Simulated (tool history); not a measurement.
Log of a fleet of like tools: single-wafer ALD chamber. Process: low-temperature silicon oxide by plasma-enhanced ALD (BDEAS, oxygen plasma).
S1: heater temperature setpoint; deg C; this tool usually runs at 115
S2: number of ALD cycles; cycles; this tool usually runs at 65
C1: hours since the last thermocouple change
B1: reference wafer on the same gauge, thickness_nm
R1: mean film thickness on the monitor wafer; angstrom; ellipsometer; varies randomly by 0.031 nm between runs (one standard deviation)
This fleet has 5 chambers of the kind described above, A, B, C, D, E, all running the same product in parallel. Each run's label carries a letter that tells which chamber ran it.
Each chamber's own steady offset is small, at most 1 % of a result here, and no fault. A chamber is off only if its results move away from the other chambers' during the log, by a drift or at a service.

run 1D hour=4.2 | S1=115 S2=65 | C1=1754.6 | B1=9.4028 | R1=90.115
run 2E hour=8.2 | S1=115 S2=65 | C1=2109.2 | B1=9.3955 | R1=89.547
run 3A hour=13.1 | S1=115 S2=65 | C1=74.6 | B1=9.404 | R1=90.547
run 4B hour=18.8 | S1=115 S2=65 | C1=1681.7 | B1=9.3958 | R1=90.941
run 5C hour=24.9 | S1=115 S2=65 | C1=1159.3 | B1=9.3976 | R1=90.836
run 6C hour=31.1 | S1=115 S2=65 | C1=1165.5 | B1=9.4011 | R1=90.618
run 7A hour=37.4 | S1=115 S2=58 | C1=98.9 | B1=9.3979 | R1=80.737
-- hour=41.4 chamber C: thermocouple changed; heater temperature recalibrated
run 8B hour=43.6 | S1=115 S2=58 | C1=1706.5 | B1=9.3983 | R1=81.08
run 9D hour=49 | S1=115 S2=58 | C1=1799.4 | B1=9.3982 | R1=80.034
-- hour=51.3 chamber B: thermocouple changed; heater temperature recalibrated
run 10E hour=55.3 | S1=115 S2=58 | C1=2156.3 | B1=9.4021 | R1=79.859
run 11A hour=60.7 | S1=115 S2=58 | C1=122.2 | B1=9.3997 | R1=80.79
run 12D hour=67.3 | S1=115 S2=65 | C1=1817.7 | B1=9.4082 | R1=89.628
run 13B hour=72.7 | S1=115 S2=53 | C1=21.5 | B1=9.4096 | R1=73.442
run 14E hour=76.3 | S1=115 S2=53 | C1=2177.3 | B1=9.3951 | R1=72.86
run 15C hour=81.5 | S1=115 S2=53 | C1=40.2 | B1=9.3959 | R1=73.6
run 16B hour=87.2 | S1=115 S2=53 | C1=36 | B1=9.4049 | R1=73.648
run 17D hour=92.1 | S1=115 S2=53 | C1=1842.5 | B1=9.4069 | R1=73.49
run 18A hour=97.5 | S1=115 S2=65 | C1=159 | B1=9.4005 | R1=90.156
run 19E hour=104.7 | S1=115 S2=65 | C1=2205.7 | B1=9.4045 | R1=89.753
run 20C hour=109.3 | S1=115 S2=65 | C1=68 | B1=9.3991 | R1=90.574
run 21A hour=112.8 | S1=115 S2=65 | C1=174.3 | B1=9.3978 | R1=90.406
run 22D hour=117 | S1=115 S2=65 | C1=1867.4 | B1=9.3967 | R1=90.003
run 23E hour=120.9 | S1=115 S2=65 | C1=2221.9 | B1=9.4019 | R1=89.583
run 24C hour=127.5 | S1=109 S2=55 | C1=86.2 | B1=9.395 | R1=77.447
run 25B hour=131.3 | S1=109 S2=55 | C1=80.1 | B1=9.3924 | R1=77.677
run 26D hour=137.1 | S1=109 S2=55 | C1=1887.5 | B1=9.3971 | R1=76.661
run 27B hour=143.7 | S1=109 S2=55 | C1=92.5 | B1=9.3999 | R1=77.582
run 28E hour=150 | S1=109 S2=55 | C1=2251 | B1=9.4045 | R1=76.978
run 29C hour=154.2 | S1=115 S2=76 | C1=112.9 | B1=9.3991 | R1=105.96
run 30A hour=159.2 | S1=115 S2=76 | C1=220.7 | B1=9.4074 | R1=106.06
run 31A hour=166.7 | S1=115 S2=76 | C1=228.2 | B1=9.4071 | R1=105.99
run 32E hour=171 | S1=115 S2=76 | C1=2272 | B1=9.3969 | R1=104.05
run 33C hour=178.3 | S1=115 S2=76 | C1=137 | B1=9.397 | R1=107.15
run 34D hour=185.7 | S1=115 S2=65 | C1=1936.1 | B1=9.4018 | R1=90.378
run 35B hour=192 | S1=115 S2=65 | C1=140.8 | B1=9.4019 | R1=90.584
run 36D hour=195.9 | S1=115 S2=65 | C1=1946.3 | B1=9.3973 | R1=89.549
run 37C hour=200.9 | S1=115 S2=65 | C1=159.6 | B1=9.3998 | R1=91.478
run 38E hour=208.4 | S1=115 S2=65 | C1=2309.4 | B1=9.396 | R1=89.539
run 39A hour=214.4 | S1=115 S2=65 | C1=275.9 | B1=9.4061 | R1=90.165
run 40B hour=219 | S1=115 S2=65 | C1=167.8 | B1=9.3951 | R1=90.615

What goes on in this fleet: one chamber off, a drifting gauge, or nothing beyond the chambers' own small offsets? Name the chamber and the cause, if any.

All chambers stay in line apart from their small fixed offsets, and the gauge does not drift.
